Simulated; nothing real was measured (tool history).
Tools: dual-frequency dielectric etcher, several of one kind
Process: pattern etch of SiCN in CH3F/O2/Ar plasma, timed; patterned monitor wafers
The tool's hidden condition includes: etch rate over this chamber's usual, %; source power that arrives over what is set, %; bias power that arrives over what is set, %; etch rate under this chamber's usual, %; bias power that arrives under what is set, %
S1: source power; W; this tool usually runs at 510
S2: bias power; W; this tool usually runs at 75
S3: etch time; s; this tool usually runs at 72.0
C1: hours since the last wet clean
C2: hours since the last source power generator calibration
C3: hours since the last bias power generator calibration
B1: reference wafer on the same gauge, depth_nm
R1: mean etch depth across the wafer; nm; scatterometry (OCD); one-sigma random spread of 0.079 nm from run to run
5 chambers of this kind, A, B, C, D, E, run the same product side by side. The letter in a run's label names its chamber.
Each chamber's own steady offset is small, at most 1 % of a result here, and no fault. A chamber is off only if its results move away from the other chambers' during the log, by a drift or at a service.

run   hour   S1  S2    S3     C1      C2      C3      B1      R1
 1B    7.6  510  75  72.0  246.8  1705.6   225.0  28.814  30.029
 2E   15.3  510  75  72.0  160.6  3010.8    89.2  28.800  30.028
 3D   21.6  510  75  72.0  111.0  1861.5  1639.6  28.805  30.159
 4C   26.5  510  75  72.0  125.1   287.0  1034.5  28.815  29.863
 5A   34.9  580  86  72.0  426.9   730.4   369.2  28.789  32.940
 6E   43.8  580  86  72.0  189.1  3039.3   117.7  28.793  33.097
 7D   48.6  580  86  72.0  138.0  1888.5  1666.6  28.785  33.074
 8A   54.0  580  86  72.0  446.0   749.5   388.3  28.800  33.022
 9C   61.4  580  86  72.0  160.0   321.9  1069.4  28.810  32.738
10B   68.0  510  75  72.0  307.2  1766.0   285.4  28.806  30.156
11B   72.2  510  75  72.0  311.4  1770.2   289.6  28.809  30.049
12D   76.4  510  63  72.0  165.8  1916.3  1694.4  28.804  28.322
13C   81.2  510  63  72.0  179.8   341.7  1089.2  28.786  28.277
14E   89.6  510  63  72.0  234.9  3085.1   163.5  28.781  28.250
15A   96.5  510  63  72.0  488.5   792.0   430.8  28.787  28.046
16B  105.8  510  63  72.0  345.0  1803.8   323.2  28.795  28.398
17D  110.1  510  75  72.0  199.5  1950.0  1728.1  28.796  30.007
18A  117.1  510  75  72.0  509.1   812.6   451.4  28.819  29.788
     120.9  -- chamber A: wet clean of the chamber
19E  123.7  510  75  72.0  269.0  3119.2   197.6  28.811  30.125
20C  132.8  510  75  72.0  231.4   393.3  1140.8  28.802  29.837
21B  138.1  510  75  72.0  377.3  1836.1   355.5  28.801  30.023
22D  143.2  510  75  72.0  232.6  1983.1  1761.2  28.784  30.060
23E  147.5  510  75  72.0  292.8  3143.0   221.4  28.795  30.108
24C  153.5  510  75  72.0  252.1   414.0  1161.5  28.805  29.884
25A  160.1  510  75  72.0   39.2   855.6   494.4  28.806  29.825
26D  168.4  510  75  72.0  257.8  2008.3  1786.4  28.779  30.040
27A  177.5  510  75  72.0   56.6   873.0   511.8  28.808  29.886
28E  185.5  510  75  72.0  330.8  3181.0   259.4  28.798  30.139
29C  191.4  510  75  72.0  290.0   451.9  1199.4  28.800  29.828
30B  200.4  510  75  72.0  439.6  1898.4   417.8  28.802  30.150
31B  205.8  510  75  72.0  445.0  1903.8   423.2  28.798  30.207
32C  210.6  610  75  53.5  309.2   471.1  1218.6  28.791  23.674
33A  218.0  610  75  53.5   97.1   913.5   552.3  28.802  23.772
34D  224.9  610  75  53.5  314.3  2064.8  1842.9  28.801  23.971
35E  234.0  610  75  53.5  379.3  3229.5   307.9  28.803  23.939
36C  241.2  610  75  53.5  339.8   501.7  1249.2  28.799  23.683
37B  246.5  510  75  72.0  485.7  1944.5   463.9  28.783  30.170

Has any chamber moved away from the others, gradually or after a service, or does the common gauge drift, or do the chambers differ only by their own small steady offsets? State the chamber and the most likely cause if one applies.

All chambers stay in line apart from their small fixed offsets, and the gauge does not drift.
